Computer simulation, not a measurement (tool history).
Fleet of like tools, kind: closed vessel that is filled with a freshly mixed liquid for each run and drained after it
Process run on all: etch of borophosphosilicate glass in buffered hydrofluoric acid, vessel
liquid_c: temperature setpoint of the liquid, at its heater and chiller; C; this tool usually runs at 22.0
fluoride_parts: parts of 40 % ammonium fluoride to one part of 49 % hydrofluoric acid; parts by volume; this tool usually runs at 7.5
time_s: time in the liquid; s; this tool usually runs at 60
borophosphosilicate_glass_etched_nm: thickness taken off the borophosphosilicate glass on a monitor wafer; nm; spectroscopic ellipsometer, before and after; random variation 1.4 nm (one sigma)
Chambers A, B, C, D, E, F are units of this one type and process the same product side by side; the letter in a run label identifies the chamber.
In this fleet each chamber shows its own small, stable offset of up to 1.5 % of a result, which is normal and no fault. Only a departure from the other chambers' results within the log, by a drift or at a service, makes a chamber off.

run     day  liquid_c  fluoride_parts  time_s  hours since the thermometer was replaced  hours since the hydrofluoric acid flow meter was replaced  read-back film thickness of the borophosphosilicate glass reference wafer, read on the same gauge (nm)  borophosphosilicate_glass_etched_nm
 1E   0.204      22.0             7.5      60                                     539.4                                                      290.6                                                                                                  49.972                               221.10
 2C   0.367      22.0             7.5      60                                     400.5                                                     1324.3                                                                                                  50.015                               219.61
 3F   0.725      22.0             7.5      60                                     523.2                                                     1704.5                                                                                                  50.032                               220.68
 4A   1.088      22.0             7.5      60                                     479.8                                                      191.3                                                                                                  50.052                               219.03
 5B   1.362      22.0             7.5      60                                     268.0                                                      597.8                                                                                                  49.966                               217.16
 6D   1.688      22.0             7.5      60                                    1837.1                                                       71.6                                                                                                  50.002                               218.04
 7A   1.854      22.0             7.5      60                                     498.2                                                      209.7                                                                                                  50.026                               217.55
 8E   2.217      22.0             7.5      60                                     587.7                                                      338.9                                                                                                  49.986                               218.92
 9D   2.392      22.0             7.5      60                                    1854.0                                                       88.5                                                                                                  49.993                               215.80
10C   2.600      22.0             7.5      60                                     454.1                                                     1377.9                                                                                                  50.020                               221.57
11B   2.908      22.0             7.5      60                                     305.1                                                      634.9                                                                                                  49.931                               216.95
12F   3.088      22.0             7.5      60                                     579.9                                                     1761.2                                                                                                  50.016                               220.60
13F   3.421      22.0             7.5      60                                     587.9                                                     1769.2                                                                                                  49.961                               220.56
14A   3.746      22.0             7.5      60                                     543.6                                                      255.1                                                                                                  50.006                               220.36
15B   3.967      22.0             7.5      60                                     330.5                                                      660.3                                                                                                  49.992                               221.29
16C   4.142      20.5             7.5      60                                     491.1                                                     1414.9                                                                                                  49.988                               201.43
17D   4.329      20.5             7.5      60                                    1900.5                                                      135.0                                                                                                  49.960                               198.94
18E   4.500      20.5             7.5      60                                     642.5                                                      393.7                                                                                                  50.026                               202.61
19C   4.817      20.5             7.5      60                                     507.3                                                     1431.1                                                                                                  49.990                               203.23
20E   5.038      20.5             7.5      60                                     655.4                                                      406.6                                                                                                  50.023                               204.10
21F   5.404      20.5             7.5      60                                     635.5                                                     1816.8                                                                                                  49.994                               203.80
22A   5.625      22.0             7.5      60                                     588.7                                                      300.2                                                                                                  49.977                               218.82
23D   5.979      22.0             7.5      60                                    1940.1                                                      174.6                                                                                                  49.969                               217.07
      5.983  -- chamber F: hydrofluoric acid flow meter replaced
24B   6.242      22.0             7.5      60                                     385.1                                                      714.9                                                                                                  49.960                               227.76
25C   6.408      22.0             7.5      60                                     545.5                                                     1469.3                                                                                                  49.980                               217.49
26D   6.654      22.0             7.5      60                                    1956.3                                                      190.8                                                                                                  50.002                               218.71
27E   6.833      22.0             7.5      60                                     698.5                                                      449.7                                                                                                  49.974                               220.60
      7.029  -- chamber B: hydrofluoric acid flow meter replaced
28A   7.146      22.0             7.5      60                                     625.2                                                      336.7                                                                                                  49.956                               220.03
      7.404  -- chamber E: thermometer replaced
29B   7.512      22.0             7.5      60                                     415.6                                                       11.7                                                                                                  50.032                               229.80
30F   7.762      22.0             7.5      60                                     692.1                                                       42.7                                                                                                  49.929                               216.71
31C   8.071      22.0             7.5      60                                     585.4                                                     1509.2                                                                                                  49.969                               219.52
      8.325  -- chamber D: thermometer replaced
32E   8.346      22.0             7.5      60                                      22.7                                                      486.0                                                                                                  49.961                               223.39
33D   8.725      22.0             7.5      60                                       9.7                                                      240.5                                                                                                  49.977                               216.23
34B   8.896      22.0             7.5      60                                     448.8                                                       44.9                                                                                                  49.993                               234.94
35F   9.125      22.0             7.5      60                                     724.8                                                       75.4                                                                                                  49.983                               218.10
36A   9.383      22.0             7.5      60                                     678.9                                                      390.4                                                                                                  49.978                               218.85
37A   9.754      17.0             8.5      60                                     687.8                                                      399.3                                                                                                  50.041                               145.37
38C  10.096      17.0             8.5      60                                     634.0                                                     1557.8                                                                                                  50.001                               144.16
39D  10.267      17.0             8.5      60                                      46.7                                                      277.5                                                                                                  49.994                               142.73

Decide between three cases: one chamber stands off from its peers, the gauge reading all wafers drifts, or nothing is wrong past each chamber's small offset. Where a chamber is off, say which and what most likely put it there.

It is chamber B that slowly wanders off from its peers.
Likeliest cause: liquid hotter than its thermometer reads (K) = 1.6.

Here are 4 candidates for chamber B's next run, each the usual settings with a change, their results left as question marks. Which one brings its results back in line with what the others give on the usual settings?
Maximum distance from the other chambers' mean on the usual settings for a result to count as in line: borophosphosilicate_glass_etched_nm 4.70 nm
40B-1  10.538      22.0             6.5      60                                                                                                                                                                                                                                                 ?
40B-2  10.538      22.0             7.5      65                                                                                                                                                                                                                                                 ?
40B-3  10.538      22.0             7.5      55                                                                                                                                                                                                                                                 ?
40B-4  10.538      22.0             8.5      60                                                                                                                                                                                                                                                 ?

Other chambers, usual settings, mean: borophosphosilicate_glass_etched_nm 218.64 nm
  run  borophosphosilicate_glass_etched_nm
40B-1                               273.32
40B-2                               257.40
40B-3                               217.80
40B-4                               207.37
40B-3 is the one that brings the chamber's results back in line with the other chambers.
